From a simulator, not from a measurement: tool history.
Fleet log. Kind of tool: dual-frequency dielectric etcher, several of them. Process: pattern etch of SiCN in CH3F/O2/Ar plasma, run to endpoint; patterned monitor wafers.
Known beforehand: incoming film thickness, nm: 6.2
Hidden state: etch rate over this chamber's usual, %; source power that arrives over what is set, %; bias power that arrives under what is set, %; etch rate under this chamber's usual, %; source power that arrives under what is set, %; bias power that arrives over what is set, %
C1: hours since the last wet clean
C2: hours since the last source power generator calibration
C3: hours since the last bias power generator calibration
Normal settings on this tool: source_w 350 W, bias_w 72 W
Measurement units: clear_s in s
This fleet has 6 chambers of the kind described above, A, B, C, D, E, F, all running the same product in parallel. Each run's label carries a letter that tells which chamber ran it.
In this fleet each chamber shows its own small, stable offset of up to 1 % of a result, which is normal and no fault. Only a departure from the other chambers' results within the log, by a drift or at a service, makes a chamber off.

{"hour": 4.1, "done": "chamber E: wet clean of the chamber"}
{"run": "1A", "hour": 6.7, "source_w": 350, "bias_w": 72, "C1": 253.9, "C2": 2259.2, "C3": 666.2, "clear_s": 17.219}
{"run": "2F", "hour": 12.8, "source_w": 350, "bias_w": 72, "C1": 104.6, "C2": 840.7, "C3": 913.9, "clear_s": 17.245}
{"run": "3B", "hour": 17.5, "source_w": 350, "bias_w": 72, "C1": 294.4, "C2": 1617.9, "C3": 800.4, "clear_s": 17.852}
{"run": "4D", "hour": 21.7, "source_w": 350, "bias_w": 72, "C1": 234.3, "C2": 121.2, "C3": 941.8, "clear_s": 17.32}
{"run": "5E", "hour": 26.4, "source_w": 350, "bias_w": 72, "C1": 22.4, "C2": 524.3, "C3": 1553.1, "clear_s": 17.461}
{"run": "6C", "hour": 33.3, "source_w": 350, "bias_w": 72, "C1": 554.5, "C2": 4641.0, "C3": 740.5, "clear_s": 17.259}
{"run": "7A", "hour": 37.4, "source_w": 350, "bias_w": 72, "C1": 284.6, "C2": 2289.9, "C3": 696.9, "clear_s": 17.422}
{"hour": 43.7, "done": "chamber C: source power generator calibrated"}
{"run": "8F", "hour": 45.4, "source_w": 350, "bias_w": 72, "C1": 137.2, "C2": 873.3, "C3": 946.5, "clear_s": 17.127}
{"run": "9B", "hour": 53.5, "source_w": 350, "bias_w": 72, "C1": 330.4, "C2": 1653.9, "C3": 836.4, "clear_s": 17.6}
{"hour": 56.4, "done": "chamber C: wet clean of the chamber"}
{"run": "10D", "hour": 59.4, "source_w": 350, "bias_w": 72, "C1": 272.0, "C2": 158.9, "C3": 979.5, "clear_s": 17.109}
{"run": "11C", "hour": 66.0, "source_w": 350, "bias_w": 72, "C1": 9.6, "C2": 22.3, "C3": 773.2, "clear_s": 17.254}
{"run": "12E", "hour": 71.5, "source_w": 350, "bias_w": 72, "C1": 67.5, "C2": 569.4, "C3": 1598.2, "clear_s": 17.451}
{"run": "13A", "hour": 76.5, "source_w": 350, "bias_w": 72, "C1": 323.7, "C2": 2329.0, "C3": 736.0, "clear_s": 17.324}
{"run": "14C", "hour": 81.2, "source_w": 350, "bias_w": 72, "C1": 24.8, "C2": 37.5, "C3": 788.4, "clear_s": 17.301}
{"run": "15B", "hour": 88.0, "source_w": 350, "bias_w": 72, "C1": 364.9, "C2": 1688.4, "C3": 870.9, "clear_s": 17.459}
{"hour": 92.4, "done": "chamber A: wet clean of the chamber"}
{"run": "16E", "hour": 95.2, "source_w": 350, "bias_w": 72, "C1": 91.2, "C2": 593.1, "C3": 1621.9, "clear_s": 17.329}
{"hour": 97.1, "done": "chamber E: bias power generator calibrated"}
{"run": "17F", "hour": 103.2, "source_w": 350, "bias_w": 72, "C1": 195.0, "C2": 931.1, "C3": 1004.3, "clear_s": 17.409}
{"run": "18D", "hour": 109.4, "source_w": 310, "bias_w": 84, "C1": 322.0, "C2": 208.9, "C3": 1029.5, "clear_s": 17.103}
{"run": "19B", "hour": 116.0, "source_w": 310, "bias_w": 84, "C1": 392.9, "C2": 1716.4, "C3": 898.9, "clear_s": 17.583}
{"hour": 122.5, "done": "chamber D: wet clean of the chamber"}
{"run": "20F", "hour": 123.3, "source_w": 310, "bias_w": 84, "C1": 215.1, "C2": 951.2, "C3": 1024.4, "clear_s": 17.103}
{"run": "21A", "hour": 131.3, "source_w": 310, "bias_w": 84, "C1": 38.9, "C2": 2383.8, "C3": 790.8, "clear_s": 17.116}
{"run": "22D", "hour": 140.1, "source_w": 310, "bias_w": 84, "C1": 17.7, "C2": 239.6, "C3": 1060.2, "clear_s": 17.178}
{"run": "23E", "hour": 145.9, "source_w": 310, "bias_w": 84, "C1": 141.9, "C2": 643.8, "C3": 48.9, "clear_s": 17.198}
{"run": "24C", "hour": 151.5, "source_w": 350, "bias_w": 72, "C1": 95.1, "C2": 107.8, "C3": 858.7, "clear_s": 17.381}
{"run": "25F", "hour": 158.1, "source_w": 350, "bias_w": 59, "C1": 249.9, "C2": 986.0, "C3": 1059.2, "clear_s": 18.491}
{"run": "26E", "hour": 164.5, "source_w": 350, "bias_w": 59, "C1": 160.5, "C2": 662.4, "C3": 67.5, "clear_s": 18.61}
{"run": "27D", "hour": 170.4, "source_w": 350, "bias_w": 59, "C1": 48.0, "C2": 269.9, "C3": 1090.5, "clear_s": 18.403}
{"run": "28C", "hour": 177.4, "source_w": 350, "bias_w": 59, "C1": 121.0, "C2": 133.7, "C3": 884.6, "clear_s": 18.71}
{"run": "29B", "hour": 185.9, "source_w": 350, "bias_w": 59, "C1": 462.8, "C2": 1786.3, "C3": 968.8, "clear_s": 19.268}
{"run": "30A", "hour": 190.6, "source_w": 350, "bias_w": 59, "C1": 98.2, "C2": 2443.1, "C3": 850.1, "clear_s": 18.614}
{"run": "31D", "hour": 194.6, "source_w": 350, "bias_w": 72, "C1": 72.2, "C2": 294.1, "C3": 1114.7, "clear_s": 17.301}
{"run": "32B", "hour": 202.6, "source_w": 350, "bias_w": 72, "C1": 479.5, "C2": 1803.0, "C3": 985.5, "clear_s": 17.96}
{"run": "33F", "hour": 209.0, "source_w": 350, "bias_w": 72, "C1": 300.8, "C2": 1036.9, "C3": 1110.1, "clear_s": 17.225}
{"run": "34C", "hour": 212.9, "source_w": 350, "bias_w": 72, "C1": 156.5, "C2": 169.2, "C3": 920.1, "clear_s": 17.286}
{"run": "35E", "hour": 221.0, "source_w": 350, "bias_w": 72, "C1": 217.0, "C2": 718.9, "C3": 124.0, "clear_s": 17.486}
{"run": "36A", "hour": 226.5, "source_w": 350, "bias_w": 72, "C1": 134.1, "C2": 2479.0, "C3": 886.0, "clear_s": 17.416}
{"run": "37E", "hour": 231.0, "source_w": 350, "bias_w": 63, "C1": 227.0, "C2": 728.9, "C3": 134.0, "clear_s": 18.146}
{"run": "38C", "hour": 238.0, "source_w": 350, "bias_w": 63, "C1": 181.6, "C2": 194.3, "C3": 945.2, "clear_s": 18.07}
{"run": "39A", "hour": 245.1, "source_w": 350, "bias_w": 63, "C1": 152.7, "C2": 2497.6, "C3": 904.6, "clear_s": 18.001}
{"run": "40D", "hour": 253.0, "source_w": 350, "bias_w": 63, "C1": 130.6, "C2": 352.5, "C3": 1173.1, "clear_s": 18.1}
{"run": "41B", "hour": 258.8, "source_w": 350, "bias_w": 63, "C1": 535.7, "C2": 1859.2, "C3": 1041.7, "clear_s": 19.09}
{"run": "42F", "hour": 263.0, "source_w": 350, "bias_w": 63, "C1": 354.8, "C2": 1090.9, "C3": 1164.1, "clear_s": 18.23}
{"run": "43D", "hour": 270.1, "source_w": 350, "bias_w": 72, "C1": 147.7, "C2": 369.6, "C3": 1190.2, "clear_s": 17.39}

All chambers now run identical settings, listed one chamber a line with results as question marks. What results will each chamber show?
{"run": "44A", "hour": 276.4, "source_w": 350, "bias_w": 72, "clear_s": "?"}
{"run": "44B", "hour": 276.4, "source_w": 350, "bias_w": 72, "clear_s": "?"}
{"run": "44C", "hour": 276.4, "source_w": 350, "bias_w": 72, "clear_s": "?"}
{"run": "44D", "hour": 276.4, "source_w": 350, "bias_w": 72, "clear_s": "?"}
{"run": "44E", "hour": 276.4, "source_w": 350, "bias_w": 72, "clear_s": "?"}
{"run": "44F", "hour": 276.4, "source_w": 350, "bias_w": 72, "clear_s": "?"}

run=44A clear_s=17.547
run=44B clear_s=18.270
run=44C clear_s=17.292
run=44D clear_s=17.365
run=44E clear_s=17.575
run=44F clear_s=17.328
